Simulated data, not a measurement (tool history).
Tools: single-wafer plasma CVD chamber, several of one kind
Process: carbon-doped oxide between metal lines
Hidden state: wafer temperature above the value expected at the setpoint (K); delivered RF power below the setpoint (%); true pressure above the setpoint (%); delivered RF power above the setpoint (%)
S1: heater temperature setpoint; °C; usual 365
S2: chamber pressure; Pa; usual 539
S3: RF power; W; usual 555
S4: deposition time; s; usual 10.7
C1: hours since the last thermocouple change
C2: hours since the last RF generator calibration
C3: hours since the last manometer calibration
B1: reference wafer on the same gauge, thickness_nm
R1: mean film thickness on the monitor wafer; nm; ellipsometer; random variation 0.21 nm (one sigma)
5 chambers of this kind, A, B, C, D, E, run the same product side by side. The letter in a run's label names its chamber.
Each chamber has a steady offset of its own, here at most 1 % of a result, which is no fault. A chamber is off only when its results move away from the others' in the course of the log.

run 1E hour=16.2 | S1=365 S2=539 S3=555 S4=10.7 | C1=881.0 C2=1062.1 C3=1261.6 | B1=55.079 | R1=55.532
run 2D hour=26.4 | S1=365 S2=539 S3=555 S4=10.7 | C1=858.4 C2=643.7 C3=208.4 | B1=55.073 | R1=55.115
run 3C hour=38.2 | S1=365 S2=539 S3=555 S4=10.7 | C1=695.2 C2=679.0 C3=854.4 | B1=55.045 | R1=55.699
run 4A hour=45.7 | S1=365 S2=539 S3=555 S4=10.7 | C1=2428.5 C2=677.3 C3=846.6 | B1=55.057 | R1=55.614
run 5B hour=62.0 | S1=365 S2=539 S3=555 S4=10.7 | C1=174.5 C2=1572.9 C3=1351.4 | B1=55.101 | R1=55.243
run 6C hour=74.4 | S1=365 S2=539 S3=555 S4=10.7 | C1=731.4 C2=715.2 C3=890.6 | B1=55.129 | R1=55.743
run 7E hour=82.6 | S1=365 S2=539 S3=555 S4=10.7 | C1=947.4 C2=1128.5 C3=1328.0 | B1=55.159 | R1=55.144
run 8D hour=95.0 | S1=365 S2=539 S3=555 S4=10.7 | C1=927.0 C2=712.3 C3=277.0 | B1=55.105 | R1=55.357
-- hour=101.4 chamber A: thermocouple changed; heater temperature recalibrated
run 9B hour=103.0 | S1=351 S2=539 S3=555 S4=10.7 | C1=215.5 C2=1613.9 C3=1392.4 | B1=55.112 | R1=57.119
run 10A hour=117.7 | S1=351 S2=539 S3=555 S4=10.7 | C1=16.4 C2=749.3 C3=918.6 | B1=55.039 | R1=57.408
run 11C hour=132.8 | S1=351 S2=539 S3=555 S4=10.7 | C1=789.8 C2=773.6 C3=949.0 | B1=55.125 | R1=57.532
run 12E hour=142.9 | S1=351 S2=539 S3=555 S4=10.7 | C1=1007.7 C2=1188.8 C3=1388.3 | B1=55.091 | R1=56.675
run 13D hour=151.6 | S1=351 S2=539 S3=555 S4=10.7 | C1=983.6 C2=768.9 C3=333.6 | B1=55.144 | R1=57.754
run 14A hour=165.2 | S1=355 S2=439 S3=555 S4=10.7 | C1=63.9 C2=796.8 C3=966.1 | B1=55.108 | R1=55.850
run 15B hour=176.9 | S1=355 S2=439 S3=555 S4=10.7 | C1=289.4 C2=1687.8 C3=1466.3 | B1=55.068 | R1=55.583
run 16B hour=190.0 | S1=355 S2=439 S3=555 S4=10.7 | C1=302.5 C2=1700.9 C3=1479.4 | B1=55.087 | R1=55.439
run 17C hour=203.8 | S1=355 S2=439 S3=555 S4=10.7 | C1=860.8 C2=844.6 C3=1020.0 | B1=55.100 | R1=55.550
run 18D hour=217.0 | S1=355 S2=439 S3=555 S4=10.7 | C1=1049.0 C2=834.3 C3=399.0 | B1=55.060 | R1=55.696
run 19A hour=227.1 | S1=365 S2=539 S3=555 S4=10.7 | C1=125.8 C2=858.7 C3=1028.0 | B1=55.044 | R1=55.810
-- hour=231.0 chamber C: RF generator calibrated
run 20E hour=234.4 | S1=365 S2=476 S3=455 S4=10.7 | C1=1099.2 C2=1280.3 C3=1479.8 | B1=55.090 | R1=47.533
run 21A hour=245.4 | S1=365 S2=476 S3=455 S4=10.7 | C1=144.1 C2=877.0 C3=1046.3 | B1=55.097 | R1=48.258
run 22C hour=256.5 | S1=365 S2=476 S3=455 S4=10.7 | C1=913.5 C2=25.5 C3=1072.7 | B1=55.096 | R1=48.291
run 23E hour=268.3 | S1=365 S2=476 S3=455 S4=10.7 | C1=1133.1 C2=1314.2 C3=1513.7 | B1=55.096 | R1=46.711
run 24D hour=276.5 | S1=365 S2=476 S3=455 S4=10.7 | C1=1108.5 C2=893.8 C3=458.5 | B1=55.118 | R1=48.490
-- hour=280.5 chamber E: thermocouple changed; heater temperature recalibrated
run 25B hour=288.2 | S1=365 S2=539 S3=555 S4=10.7 | C1=400.7 C2=1799.1 C3=1577.6 | B1=55.122 | R1=55.048
run 26B hour=300.8 | S1=365 S2=539 S3=555 S4=10.7 | C1=413.3 C2=1811.7 C3=1590.2 | B1=55.068 | R1=55.189
run 27D hour=316.3 | S1=365 S2=539 S3=555 S4=10.7 | C1=1148.3 C2=933.6 C3=498.3 | B1=55.132 | R1=55.755
run 28E hour=326.6 | S1=365 S2=539 S3=555 S4=9.7 | C1=46.2 C2=1372.5 C3=1572.0 | B1=55.096 | R1=48.835
run 29C hour=336.0 | S1=365 S2=539 S3=555 S4=9.7 | C1=993.0 C2=105.0 C3=1152.2 | B1=55.084 | R1=50.168
run 30A hour=347.3 | S1=365 S2=539 S3=555 S4=9.7 | C1=246.0 C2=978.9 C3=1148.2 | B1=55.120 | R1=50.604
run 31C hour=359.0 | S1=365 S2=539 S3=555 S4=9.7 | C1=1016.0 C2=128.0 C3=1175.2 | B1=55.088 | R1=50.166
run 32D hour=373.8 | S1=365 S2=539 S3=555 S4=9.7 | C1=1205.8 C2=991.1 C3=555.8 | B1=55.099 | R1=50.622

Is one chamber off against the others, does the gauge drift, or is nothing wrong? If a chamber is off, say which, and what the likeliest cause is.

Chamber E drifts away from the others.
Cause: delivered RF power below the setpoint (%) = 5.02.

Here are 4 candidates for chamber E's next run, each the usual settings with a change, their results left as question marks. Which one brings its results back in line with what the others give on the usual settings?
In line means no further than this from the other chambers' mean on the usual settings: R1 0.730 nm
run 33E-1 hour=385.5 | S1=365 S2=541 S3=565 S4=11.0 | R1=?
run 33E-2 hour=385.5 | S1=364 S2=539 S3=555 S4=11.4 | R1=?
run 33E-3 hour=385.5 | S1=366 S2=531 S3=555 S4=10.0 | R1=?
run 33E-4 hour=385.5 | S1=381 S2=539 S3=555 S4=10.7 | R1=?

The other chambers' mean on the usual settings: R1 55.481 nm
run=33E-1 R1=55.561
run=33E-2 R1=57.016
run=33E-3 R1=49.776
run=33E-4 R1=51.569
33E-1 brings the chamber back in line.
